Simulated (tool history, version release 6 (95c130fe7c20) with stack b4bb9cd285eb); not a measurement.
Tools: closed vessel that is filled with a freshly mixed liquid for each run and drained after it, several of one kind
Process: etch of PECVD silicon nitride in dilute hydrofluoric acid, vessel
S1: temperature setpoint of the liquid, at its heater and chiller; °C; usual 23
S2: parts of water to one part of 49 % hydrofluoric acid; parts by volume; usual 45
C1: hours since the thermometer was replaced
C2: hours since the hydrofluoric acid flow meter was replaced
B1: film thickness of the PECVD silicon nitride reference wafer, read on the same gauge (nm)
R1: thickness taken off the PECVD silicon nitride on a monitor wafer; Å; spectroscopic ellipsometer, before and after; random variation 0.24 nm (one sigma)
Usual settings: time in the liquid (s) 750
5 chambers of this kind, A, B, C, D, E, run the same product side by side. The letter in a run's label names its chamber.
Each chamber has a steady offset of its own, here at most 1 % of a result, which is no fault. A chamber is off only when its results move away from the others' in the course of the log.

Run 1D, hour 8.9: usual settings; C1 2141.6; C2 1054.1; B1 90.009. Result: R1 260.95 Å.
Run 2A, hour 21.3: usual settings; C1 343.3; C2 303; B1 89.995. Result: R1 264.16 Å.
Run 3E, hour 32.7: usual settings; C1 487.2; C2 1098.2; B1 90.014. Result: R1 263.28 Å.
Run 4C, hour 42.7: usual settings; C1 376.4; C2 1984.1; B1 90.004. Result: R1 266.47 Å.
Run 5B, hour 48.3: usual settings; C1 118.1; C2 699.8; B1 90.011. Result: R1 263.49 Å.
Run 6D, hour 56.3: usual settings; C1 2189; C2 1101.5; B1 90.011. Result: R1 265.13 Å.
Run 7A, hour 64: usual settings; C1 386; C2 345.7; B1 89.998. Result: R1 258.19 Å.
Run 8E, hour 75.9: usual settings; C1 530.4; C2 1141.4; B1 89.989. Result: R1 261.95 Å.
Run 9C, hour 84.9: usual settings; C1 418.6; C2 2026.3; B1 90.019. Result: R1 259.16 Å.
Run 10B, hour 92.3: usual settings; C1 162.1; C2 743.8; B1 90.002. Result: R1 259.43 Å.
Run 11C, hour 102.2: usual settings; C1 435.9; C2 2043.6; B1 89.983. Result: R1 259 Å.
Run 12D, hour 112.6: usual settings; C1 2245.3; C2 1157.8; B1 89.987. Result: R1 263.74 Å.
Run 13E, hour 119.6: usual settings; C1 574.1; C2 1185.1; B1 89.985. Result: R1 261.07 Å.
Run 14B, hour 130.1: usual settings; C1 199.9; C2 781.6; B1 90.02. Result: R1 264.96 Å.
Run 15A, hour 137.3: usual settings; C1 459.3; C2 419; B1 90.019. Result: R1 254.18 Å.
Run 16A, hour 147.9: usual settings; C1 469.9; C2 429.6; B1 89.981. Result: R1 250.21 Å.
Run 17C, hour 154.1: usual settings but S1 21.5 °C, time in the liquid (s) 900; C1 487.8; C2 2095.5; B1 90.013. Result: R1 283.8 Å.
Run 18E, hour 165.9: usual settings but S1 21.5 °C, time in the liquid (s) 900; C1 620.4; C2 1231.4; B1 89.989. Result: R1 286.72 Å.
Run 19B, hour 172.6: usual settings but S1 21.5 °C, time in the liquid (s) 900; C1 242.4; C2 824.1; B1 89.993. Result: R1 283.81 Å.
Run 20D, hour 180.8: usual settings but S1 21.5 °C, time in the liquid (s) 900; C1 2313.5; C2 1226; B1 89.982. Result: R1 286.54 Å.
Run 21D, hour 192.7: usual settings but S1 21.5 °C, time in the liquid (s) 900; C1 2325.4; C2 1237.9; B1 90. Result: R1 281.09 Å.
Run 22A, hour 198.7: usual settings; C1 520.7; C2 480.4; B1 89.983. Result: R1 246.55 Å.
Run 23B, hour 205.7: usual settings; C1 275.5; C2 857.2; B1 90.007. Result: R1 258.78 Å.
Run 24C, hour 213.9: usual settings; C1 547.6; C2 2155.3; B1 90.022. Result: R1 262.47 Å.
Run 25E, hour 219.7: usual settings; C1 674.2; C2 1285.2; B1 89.992. Result: R1 264.23 Å.
Run 26B, hour 225.9: usual settings; C1 295.7; C2 877.4; B1 90.015. Result: R1 262.21 Å.
Run 27C, hour 235.3: usual settings; C1 569; C2 2176.7; B1 90. Result: R1 263.59 Å.
Run 28D, hour 241.4: usual settings; C1 2374.1; C2 1286.6; B1 89.998. Result: R1 262.19 Å.
Run 29E, hour 247.2: usual settings; C1 701.7; C2 1312.7; B1 90. Result: R1 260.82 Å.
Run 30A, hour 258.9: usual settings; C1 580.9; C2 540.6; B1 89.987. Result: R1 242.07 Å.
Run 31B, hour 266.2: usual settings; C1 336; C2 917.7; B1 89.995. Result: R1 262.24 Å.

Is one chamber off against the others, does the gauge drift, or is nothing wrong? If a chamber is off, say which, and what the likeliest cause is.

Chamber A drifts away from the others.
Cause: hydrofluoric acid flow below the setpoint (%) = 9.34.
The log may not tell that from: liquid colder than its thermometer reads (K).

Here are 4 candidates for chamber A's next run, each the usual settings with a change, their results left as question marks. Which one brings its results back in line with what the others give on the usual settings?
In line means no further than this from the other chambers' mean on the usual settings: R1 8.6 Å
Run 32A-1, hour 275.2: usual settings but S2 55 parts by volume. Result: R1 ?.
Run 32A-2, hour 275.2: usual settings but time in the liquid (s) 680. Result: R1 ?.
Run 32A-3, hour 275.2: usual settings but S1 24.5 °C. Result: R1 ?.
Run 32A-4, hour 275.2: usual settings but time in the liquid (s) 900. Result: R1 ?.

The other chambers' mean on the usual settings: R1 262.49 Å
  run      R1
32A-1   194.9
32A-2  214.67
32A-3  262.02
32A-4  284.12
32A-3 brings the chamber back in line.
